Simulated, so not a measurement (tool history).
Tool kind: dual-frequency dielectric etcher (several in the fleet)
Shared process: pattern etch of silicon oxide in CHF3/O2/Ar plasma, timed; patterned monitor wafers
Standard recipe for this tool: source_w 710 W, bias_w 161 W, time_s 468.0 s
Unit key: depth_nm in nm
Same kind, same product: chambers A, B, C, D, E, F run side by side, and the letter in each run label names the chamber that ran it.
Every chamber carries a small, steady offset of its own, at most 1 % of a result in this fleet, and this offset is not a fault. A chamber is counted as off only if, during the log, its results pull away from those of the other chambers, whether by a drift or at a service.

| run | day | source_w | bias_w | time_s | hours since the last wet clean | hours since the last source power generator calibration | hours since the last bias power generator calibration | read-back reference wafer on the same gauge, depth_nm | depth_nm |
|---|---|---|---|---|---|---|---|---|---|
| 1D | 0.600 | 710 | 161 | 468.0 | 38.5 | 314.6 | 2452.0 | 947.94 | 953.02 |
| 2E | 1.233 | 710 | 161 | 468.0 | 254.6 | 1523.6 | 1992.5 | 947.85 | 946.61 |
| 3C | 1.629 | 710 | 161 | 468.0 | 94.2 | 2915.1 | 3377.5 | 948.24 | 943.30 |
| 4F | 2.117 | 710 | 161 | 468.0 | 522.9 | 2666.1 | 284.5 | 948.39 | 950.19 |
| 5B | 2.558 | 710 | 161 | 468.0 | 115.2 | 2472.3 | 614.5 | 947.47 | 953.94 |
|  | 2.850 | chamber F: wet clean of the chamber |
| 6A | 2.996 | 710 | 161 | 468.0 | 123.9 | 717.1 | 974.4 | 947.89 | 945.17 |
|  | 3.162 | chamber E: bias power generator calibrated |
| 7B | 3.321 | 710 | 161 | 468.0 | 133.5 | 2490.6 | 632.8 | 948.16 | 951.84 |
| 8F | 3.912 | 710 | 161 | 468.0 | 25.5 | 2709.2 | 327.6 | 947.36 | 944.22 |
| 9D | 4.333 | 710 | 161 | 468.0 | 128.1 | 404.2 | 2541.6 | 947.65 | 950.14 |
| 10A | 4.975 | 710 | 161 | 468.0 | 171.4 | 764.6 | 1021.9 | 947.86 | 949.51 |
| 11C | 5.571 | 710 | 161 | 580.0 | 188.8 | 3009.7 | 3472.1 | 947.86 | 1174.50 |
| 12E | 6.225 | 710 | 161 | 580.0 | 374.4 | 1643.4 | 73.5 | 947.72 | 1168.80 |
| 13E | 6.700 | 710 | 161 | 580.0 | 385.8 | 1654.8 | 84.9 | 947.85 | 1165.10 |
| 14C | 7.296 | 710 | 161 | 580.0 | 230.2 | 3051.1 | 3513.5 | 947.36 | 1168.40 |
| 15F | 7.683 | 710 | 161 | 580.0 | 116.0 | 2799.7 | 418.1 | 947.10 | 1176.70 |
| 16D | 8.250 | 710 | 161 | 580.0 | 222.1 | 498.2 | 2635.6 | 948.09 | 1176.10 |
|  | 8.462 | chamber C: bias power generator calibrated |
| 17A | 8.700 | 710 | 161 | 468.0 | 260.8 | 854.0 | 1111.3 | 948.23 | 954.62 |
| 18B | 9.121 | 710 | 161 | 468.0 | 272.7 | 2629.8 | 772.0 | 947.61 | 947.58 |
| 19A | 9.758 | 710 | 161 | 468.0 | 286.2 | 879.4 | 1136.7 | 947.63 | 953.11 |
|  | 10.088 | chamber B: source power generator calibrated |
| 20E | 10.300 | 710 | 161 | 468.0 | 472.2 | 1741.2 | 171.3 | 946.88 | 932.81 |
| 21C | 10.792 | 710 | 161 | 468.0 | 314.1 | 3135.0 | 56.0 | 948.00 | 941.23 |
| 22D | 11.183 | 710 | 161 | 468.0 | 292.5 | 568.6 | 2706.0 | 947.39 | 957.30 |
| 23B | 11.642 | 710 | 161 | 468.0 | 333.2 | 37.3 | 832.5 | 948.47 | 953.90 |
| 24F | 12.208 | 710 | 161 | 468.0 | 224.6 | 2908.3 | 526.7 | 948.37 | 949.81 |
| 25A | 12.521 | 710 | 161 | 535.5 | 352.5 | 945.7 | 1203.0 | 948.50 | 1085.20 |
| 26D | 13.029 | 710 | 161 | 535.5 | 336.8 | 612.9 | 2750.3 | 948.39 | 1093.60 |
| 27B | 13.638 | 710 | 161 | 535.5 | 381.1 | 85.2 | 880.4 | 948.04 | 1096.90 |
| 28E | 14.012 | 710 | 161 | 535.5 | 561.3 | 1830.3 | 260.4 | 948.11 | 1060.40 |
| 29C | 14.675 | 710 | 161 | 535.5 | 407.3 | 3228.2 | 149.2 | 947.68 | 1077.40 |
| 30F | 15.329 | 710 | 161 | 535.5 | 299.5 | 2983.2 | 601.6 | 947.44 | 1078.80 |
| 31B | 15.725 | 710 | 161 | 468.0 | 431.2 | 135.3 | 930.5 | 947.10 | 952.74 |
| 32F | 16.067 | 710 | 161 | 468.0 | 317.2 | 3000.9 | 619.3 | 947.50 | 943.22 |
|  | 16.279 | chamber D: bias power generator calibrated |
| 33A | 16.612 | 710 | 161 | 468.0 | 450.7 | 1043.9 | 1301.2 | 948.68 | 950.75 |
| 34D | 17.279 | 710 | 161 | 468.0 | 438.8 | 714.9 | 24.1 | 949.15 | 953.64 |
| 35E | 17.675 | 710 | 161 | 468.0 | 649.2 | 1918.2 | 348.3 | 947.93 | 922.65 |
| 36C | 18.246 | 710 | 161 | 468.0 | 493.0 | 3313.9 | 234.9 | 947.90 | 941.19 |
| 37C | 18.892 | 710 | 161 | 468.0 | 508.5 | 3329.4 | 250.4 | 948.32 | 944.83 |
| 38F | 19.521 | 710 | 161 | 468.0 | 400.1 | 3083.8 | 702.2 | 946.74 | 942.29 |

Decide between three cases: one chamber stands off from its peers, the gauge reading all wafers drifts, or nothing is wrong past each chamber's small offset. Where a chamber is off, say which and what most likely put it there.

Little by little, chamber E moves away from the other chambers.
What lies behind it: etch rate under this chamber's usual, % = 2.94.

Chamber E could run next with any of the 4 candidate recipes listed below; each alters the usual settings, and their results appear as question marks. Which one brings its results back in line with what the other chambers deliver on the usual settings?
In line here means within this much of the mean the other chambers give on the usual settings: depth_nm 11.00 nm
| 39E-1 | 20.000 | 710 | 161 | 472.0 |  |  |  |  | ? |
| 39E-2 | 20.000 | 710 | 162 | 480.0 |  |  |  |  | ? |
| 39E-3 | 20.000 | 700 | 159 | 468.0 |  |  |  |  | ? |
| 39E-4 | 20.000 | 710 | 160 | 455.0 |  |  |  |  | ? |

Mean of the other chambers on the usual settings: depth_nm 948.74 nm
| run | depth_nm |
|---|---|
| 39E-1 | 929.27 |
| 39E-2 | 946.90 |
| 39E-3 | 912.70 |
| 39E-4 | 894.01 |
Change 39E-2 lands the chamber within the allowed miss of the other chambers.
